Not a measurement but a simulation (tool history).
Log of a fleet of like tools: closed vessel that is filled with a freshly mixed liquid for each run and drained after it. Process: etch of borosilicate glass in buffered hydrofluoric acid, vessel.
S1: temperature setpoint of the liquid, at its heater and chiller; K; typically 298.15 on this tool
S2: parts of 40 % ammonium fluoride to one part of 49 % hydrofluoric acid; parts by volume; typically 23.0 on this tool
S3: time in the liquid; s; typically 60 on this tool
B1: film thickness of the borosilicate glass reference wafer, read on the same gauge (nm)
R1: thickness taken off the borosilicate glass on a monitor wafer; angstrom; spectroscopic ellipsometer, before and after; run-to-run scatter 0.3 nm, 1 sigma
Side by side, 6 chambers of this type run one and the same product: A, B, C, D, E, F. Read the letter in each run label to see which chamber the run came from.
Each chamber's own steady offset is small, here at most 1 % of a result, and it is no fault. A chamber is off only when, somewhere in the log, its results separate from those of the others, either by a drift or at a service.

run,hour,S1,S2,S3,B1,R1
1C,8.9,298.15,23.0,60,39.980,363.27
2D,15.7,298.15,23.0,60,39.984,366.65
3F,21.0,298.15,23.0,60,40.021,367.50
4E,26.0,298.15,23.0,60,39.991,364.44
5B,35.6,298.15,23.0,60,39.970,354.03
6A,43.6,298.15,23.0,60,40.014,363.29
7B,51.6,298.15,23.0,60,40.024,360.56
# hour 60.7: chamber D: thermometer replaced
8D,61.2,298.15,23.0,60,40.001,364.05
9A,69.6,298.15,23.0,60,39.994,359.72
10F,76.5,298.15,23.0,60,40.005,364.11
11C,82.8,298.15,23.0,60,39.980,363.31
12E,88.5,298.15,23.0,60,39.983,368.80
13D,96.4,300.65,23.0,45,40.011,313.06
14E,104.8,300.65,23.0,45,39.998,309.81
15B,110.1,300.65,23.0,45,39.999,313.35
# hour 111.6: chamber B: thermometer replaced
16C,115.3,300.65,23.0,45,40.014,312.64
17F,122.2,300.65,23.0,45,39.980,311.37
18A,130.9,300.65,23.0,45,40.021,308.69
19E,140.3,298.15,23.0,60,40.005,364.54
20C,149.1,298.15,23.0,60,40.012,365.94
21A,156.5,298.15,23.0,60,40.021,360.57
22D,161.9,298.15,23.0,60,40.012,369.65
23F,166.2,298.15,23.0,60,40.006,364.08
24B,174.1,298.15,23.0,60,39.998,378.97
25D,178.3,298.15,23.0,60,40.015,362.82
26E,184.2,298.15,23.0,60,39.994,368.43
27A,191.9,298.15,29.0,40,40.001,207.74
28C,200.6,298.15,29.0,40,40.002,209.49
29F,209.6,298.15,29.0,40,40.002,205.55
# hour 215.0: chamber F: hydrofluoric acid flow meter replaced
30B,218.3,298.15,29.0,40,39.996,214.14
31F,223.6,298.15,29.0,40,40.001,207.21
32E,231.0,298.15,29.0,40,39.999,204.29
33A,235.3,298.15,26.5,60,39.995,333.31
34D,242.3,298.15,26.5,60,40.021,334.48
35B,249.1,298.15,26.5,60,40.017,348.17
36C,256.9,298.15,26.5,60,40.009,330.11
37E,263.3,298.15,26.5,60,40.006,324.20
38C,268.0,298.15,26.5,60,40.025,332.83
39A,273.7,298.15,23.0,60,39.995,360.03
40D,281.3,298.15,23.0,60,40.013,363.34
41F,288.9,298.15,23.0,60,40.016,364.97
42B,296.2,298.15,23.0,60,40.006,385.11

Does one chamber stand apart from the rest, does the shared gauge drift, or is all well apart from small per-chamber offsets? Give the chamber and the most likely cause, where there is one.

It is chamber B that slowly wanders off from its peers.
Most likely cause: hydrofluoric acid flow above the setpoint (%) = 11.

Chamber B could run next with any of the 4 candidate recipes listed below; each alters the usual settings, and their results appear as question marks. Which one brings its results back in line with what the other chambers deliver on the usual settings?
To be in line, a result may differ from the other chambers' mean on the usual settings by at most: R1 11.00 angstrom
43B-1,303.2,297.15,23.0,60,,?
43B-2,303.2,297.65,24.0,55,,?
43B-3,303.2,298.65,22.0,65,,?
43B-4,303.2,299.15,23.0,60,,?

What the other chambers average on the usual settings: R1 363.80 angstrom
run,R1
43B-1,367.98
43B-2,336.53
43B-3,447.46
43B-4,410.25
The right change is 43B-1: it brings the chamber back within the allowed miss of the others.

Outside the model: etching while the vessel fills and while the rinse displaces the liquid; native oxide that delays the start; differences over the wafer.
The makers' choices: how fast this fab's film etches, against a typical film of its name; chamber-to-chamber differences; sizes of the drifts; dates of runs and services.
